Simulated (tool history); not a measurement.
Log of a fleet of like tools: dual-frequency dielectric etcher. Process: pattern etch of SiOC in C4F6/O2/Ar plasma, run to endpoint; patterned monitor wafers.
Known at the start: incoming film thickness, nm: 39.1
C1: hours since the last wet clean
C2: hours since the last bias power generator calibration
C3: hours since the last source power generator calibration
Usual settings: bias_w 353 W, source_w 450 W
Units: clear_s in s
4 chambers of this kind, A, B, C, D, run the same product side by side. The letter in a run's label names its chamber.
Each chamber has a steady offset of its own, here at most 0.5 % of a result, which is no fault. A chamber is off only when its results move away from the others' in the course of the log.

{"run": "1B", "hour": 11.0, "bias_w": 353, "source_w": 450, "C1": 209.2, "C2": 2140.2, "C3": 1197.9, "clear_s": 14.3}
{"run": "2D", "hour": 17.1, "bias_w": 353, "source_w": 450, "C1": 172.0, "C2": 2822.7, "C3": 98.7, "clear_s": 14.236}
{"run": "3A", "hour": 30.1, "bias_w": 353, "source_w": 450, "C1": 161.3, "C2": 911.5, "C3": 2167.0, "clear_s": 14.313}
{"run": "4C", "hour": 39.8, "bias_w": 353, "source_w": 450, "C1": 378.6, "C2": 423.1, "C3": 1250.4, "clear_s": 14.251}
{"run": "5C", "hour": 48.9, "bias_w": 353, "source_w": 450, "C1": 387.7, "C2": 432.2, "C3": 1259.5, "clear_s": 14.278}
{"run": "6D", "hour": 54.7, "bias_w": 390, "source_w": 410, "C1": 209.6, "C2": 2860.3, "C3": 136.3, "clear_s": 14.158}
{"run": "7A", "hour": 66.6, "bias_w": 390, "source_w": 410, "C1": 197.8, "C2": 948.0, "C3": 2203.5, "clear_s": 14.256}
{"run": "8B", "hour": 79.8, "bias_w": 390, "source_w": 410, "C1": 278.0, "C2": 2209.0, "C3": 1266.7, "clear_s": 14.208}
{"run": "9C", "hour": 91.3, "bias_w": 390, "source_w": 410, "C1": 430.1, "C2": 474.6, "C3": 1301.9, "clear_s": 14.305}
{"run": "10B", "hour": 98.3, "bias_w": 353, "source_w": 450, "C1": 296.5, "C2": 2227.5, "C3": 1285.2, "clear_s": 14.273}
{"run": "11A", "hour": 106.5, "bias_w": 353, "source_w": 450, "C1": 237.7, "C2": 987.9, "C3": 2243.4, "clear_s": 14.341}
{"run": "12D", "hour": 114.3, "bias_w": 353, "source_w": 450, "C1": 269.2, "C2": 2919.9, "C3": 195.9, "clear_s": 14.227}
{"run": "13A", "hour": 124.6, "bias_w": 405, "source_w": 530, "C1": 255.8, "C2": 1006.0, "C3": 2261.5, "clear_s": 12.838}
{"run": "14C", "hour": 133.6, "bias_w": 405, "source_w": 530, "C1": 472.4, "C2": 516.9, "C3": 1344.2, "clear_s": 12.772}
{"run": "15B", "hour": 142.3, "bias_w": 405, "source_w": 530, "C1": 340.5, "C2": 2271.5, "C3": 1329.2, "clear_s": 12.716}
{"run": "16D", "hour": 155.3, "bias_w": 405, "source_w": 530, "C1": 310.2, "C2": 2960.9, "C3": 236.9, "clear_s": 12.767}
{"run": "17C", "hour": 163.7, "bias_w": 353, "source_w": 450, "C1": 502.5, "C2": 547.0, "C3": 1374.3, "clear_s": 14.266}
{"run": "18A", "hour": 169.5, "bias_w": 353, "source_w": 370, "C1": 300.7, "C2": 1050.9, "C3": 2306.4, "clear_s": 15.494}
{"run": "19D", "hour": 177.6, "bias_w": 353, "source_w": 370, "C1": 332.5, "C2": 2983.2, "C3": 259.2, "clear_s": 15.246}
{"hour": 188.3, "done": "chamber C: wet clean of the chamber"}
{"run": "20B", "hour": 189.1, "bias_w": 353, "source_w": 370, "C1": 387.3, "C2": 2318.3, "C3": 1376.0, "clear_s": 15.203}
{"run": "21D", "hour": 197.3, "bias_w": 353, "source_w": 370, "C1": 352.2, "C2": 3002.9, "C3": 278.9, "clear_s": 15.339}
{"run": "22A", "hour": 205.9, "bias_w": 353, "source_w": 450, "C1": 337.1, "C2": 1087.3, "C3": 2342.8, "clear_s": 14.35}
{"run": "23B", "hour": 216.8, "bias_w": 353, "source_w": 450, "C1": 415.0, "C2": 2346.0, "C3": 1403.7, "clear_s": 14.309}
{"run": "24C", "hour": 225.6, "bias_w": 353, "source_w": 450, "C1": 37.3, "C2": 608.9, "C3": 1436.2, "clear_s": 14.287}
{"run": "25A", "hour": 235.1, "bias_w": 353, "source_w": 450, "C1": 366.3, "C2": 1116.5, "C3": 2372.0, "clear_s": 14.273}
{"run": "26C", "hour": 247.8, "bias_w": 353, "source_w": 450, "C1": 59.5, "C2": 631.1, "C3": 1458.4, "clear_s": 14.289}
{"run": "27B", "hour": 253.9, "bias_w": 353, "source_w": 450, "C1": 452.1, "C2": 2383.1, "C3": 1440.8, "clear_s": 14.203}
{"run": "28D", "hour": 263.0, "bias_w": 353, "source_w": 450, "C1": 417.9, "C2": 3068.6, "C3": 344.6, "clear_s": 14.211}
{"run": "29A", "hour": 269.4, "bias_w": 353, "source_w": 450, "C1": 400.6, "C2": 1150.8, "C3": 2406.3, "clear_s": 14.294}
{"run": "30D", "hour": 282.5, "bias_w": 279, "source_w": 510, "C1": 437.4, "C2": 3088.1, "C3": 364.1, "clear_s": 14.789}
{"run": "31C", "hour": 290.0, "bias_w": 279, "source_w": 510, "C1": 101.7, "C2": 673.3, "C3": 1500.6, "clear_s": 14.685}

What goes on in this fleet: one chamber off, a drifting gauge, or nothing beyond the chambers' own small offsets? Name the chamber and the cause, if any.

No chamber stands off beyond its own small offset, and the gauge holds steady.

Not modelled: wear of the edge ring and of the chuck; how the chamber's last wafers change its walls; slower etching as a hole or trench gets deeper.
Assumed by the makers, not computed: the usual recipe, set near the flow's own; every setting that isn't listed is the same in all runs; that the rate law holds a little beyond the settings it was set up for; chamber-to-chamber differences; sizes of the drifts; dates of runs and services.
